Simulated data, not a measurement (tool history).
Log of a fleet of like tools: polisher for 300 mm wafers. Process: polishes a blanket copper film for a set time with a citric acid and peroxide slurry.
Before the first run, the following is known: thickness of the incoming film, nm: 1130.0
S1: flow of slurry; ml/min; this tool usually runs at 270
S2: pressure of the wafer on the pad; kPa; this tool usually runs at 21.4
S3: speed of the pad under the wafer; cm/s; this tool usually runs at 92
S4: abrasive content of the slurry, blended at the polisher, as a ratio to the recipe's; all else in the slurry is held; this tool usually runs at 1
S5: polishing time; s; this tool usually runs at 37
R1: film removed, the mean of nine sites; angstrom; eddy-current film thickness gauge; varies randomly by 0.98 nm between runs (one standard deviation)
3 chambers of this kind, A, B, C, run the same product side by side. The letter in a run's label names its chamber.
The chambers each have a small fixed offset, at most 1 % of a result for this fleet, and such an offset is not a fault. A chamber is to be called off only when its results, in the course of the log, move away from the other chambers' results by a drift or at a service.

Run 1C, hour 14: usual settings. Result: R1 839.01 angstrom.
Run 2B, hour 26.3: usual settings. Result: R1 840.32 angstrom.
At hour 29.8: chamber C: worn pad replaced by a new one.
Run 3A, hour 37.9: usual settings. Result: R1 838.44 angstrom.
Run 4C, hour 47.5: usual settings. Result: R1 835.23 angstrom.
At hour 53.9: chamber A: slurry blender recalibrated.
Run 5B, hour 54.1: usual settings. Result: R1 844.25 angstrom.
At hour 62.5: chamber B: worn pad replaced by a new one.
Run 6A, hour 65.1: usual settings. Result: R1 840.71 angstrom.
At hour 68.4: chamber A: worn pad replaced by a new one.
At hour 71: chamber A: head pressure recalibrated.
Run 7B, hour 72.8: usual settings but S1 230 ml/min, S2 24.1 kPa. Result: R1 928.53 angstrom.
Run 8C, hour 82.3: usual settings but S1 230 ml/min, S2 24.1 kPa. Result: R1 925.63 angstrom.
Run 9A, hour 89.6: usual settings but S1 230 ml/min, S2 24.1 kPa. Result: R1 931.48 angstrom.
Run 10B, hour 101.9: usual settings. Result: R1 844.81 angstrom.
At hour 109.4: chamber C: worn pad replaced by a new one.
Run 11C, hour 113.5: usual settings. Result: R1 850.84 angstrom.
Run 12A, hour 125.8: usual settings but S5 47 s. Result: R1 1049.8 angstrom.
At hour 131.3: chamber C: slurry blender recalibrated.
Run 13B, hour 137.2: usual settings but S5 47 s. Result: R1 1109.4 angstrom.
At hour 141: chamber B: worn pad replaced by a new one.
Run 14C, hour 149.7: usual settings but S5 47 s. Result: R1 1076.7 angstrom.
Run 15A, hour 159.9: usual settings. Result: R1 832.8 angstrom.
At hour 162.4: chamber A: worn pad replaced by a new one.
Run 16C, hour 170.3: usual settings. Result: R1 860.01 angstrom.
At hour 176: chamber A: slurry blender recalibrated.
Run 17A, hour 183.1: usual settings. Result: R1 840.75 angstrom.
At hour 190.9: chamber C: worn pad replaced by a new one.
Run 18B, hour 194.7: usual settings. Result: R1 864.59 angstrom.
At hour 199: chamber C: head pressure recalibrated.
Run 19A, hour 209.5: usual settings. Result: R1 854.79 angstrom.
Run 20B, hour 216.2: usual settings. Result: R1 847.27 angstrom.
At hour 223.1: chamber B: worn pad replaced by a new one.
Run 21C, hour 230.1: usual settings. Result: R1 927.33 angstrom.
At hour 240.8: chamber B: slurry blender recalibrated.
Run 22B, hour 243.7: usual settings. Result: R1 819.68 angstrom.
At hour 250.6: chamber A: worn pad replaced by a new one.
Run 23A, hour 256.2: usual settings but S3 122 cm/s. Result: R1 1100.6 angstrom.
Run 24C, hour 263.7: usual settings but S3 122 cm/s. Result: R1 1245.9 angstrom.
Run 25C, hour 276: usual settings but S3 122 cm/s. Result: R1 1238.2 angstrom.
At hour 277.3: chamber C: worn pad replaced by a new one.
At hour 279.8: chamber A: slurry blender recalibrated.
Run 26B, hour 288.1: usual settings. Result: R1 863.95 angstrom.
At hour 301.3: chamber B: worn pad replaced by a new one.
Run 27A, hour 302.6: usual settings but S2 17.2 kPa, S5 49 s. Result: R1 914.69 angstrom.
Run 28B, hour 309.6: usual settings but S2 17.2 kPa, S5 49 s. Result: R1 927.78 angstrom.
Run 29A, hour 316.9: usual settings but S2 17.2 kPa, S5 49 s. Result: R1 918.58 angstrom.
At hour 321.5: chamber B: slurry nozzle cleaned.
Run 30C, hour 329.8: usual settings. Result: R1 939.76 angstrom.
Run 31C, hour 336.2: usual settings. Result: R1 933.89 angstrom.
At hour 338.2: chamber A: worn pad replaced by a new one.
Run 32A, hour 344.5: usual settings. Result: R1 829.22 angstrom.
At hour 350: chamber C: worn pad replaced by a new one.
Run 33B, hour 358: usual settings but S3 72 cm/s, S4 0.9. Result: R1 648.78 angstrom.
Run 34C, hour 370.9: usual settings but S3 72 cm/s, S4 0.9. Result: R1 718.85 angstrom.
At hour 376.5: chamber C: slurry blender recalibrated.
Run 35A, hour 377.4: usual settings but S3 72 cm/s, S4 0.9. Result: R1 630.18 angstrom.
At hour 384.6: chamber B: worn pad replaced by a new one.
Run 36B, hour 385.3: usual settings. Result: R1 845.5 angstrom.
At hour 388.8: chamber A: slurry blender recalibrated.
Run 37C, hour 397.3: usual settings. Result: R1 918.24 angstrom.
Run 38A, hour 408.7: usual settings. Result: R1 830.89 angstrom.
Run 39B, hour 421.1: usual settings. Result: R1 857.81 angstrom.

All 3 chambers run these settings next. Forecast each chamber's results:
Run 40A, hour 431.7: usual settings. Result: R1 ?.
Run 40B, hour 431.7: usual settings. Result: R1 ?.
Run 40C, hour 431.7: usual settings. Result: R1 ?.

run      R1
40A  837.92
40B  853.85
40C  937.64
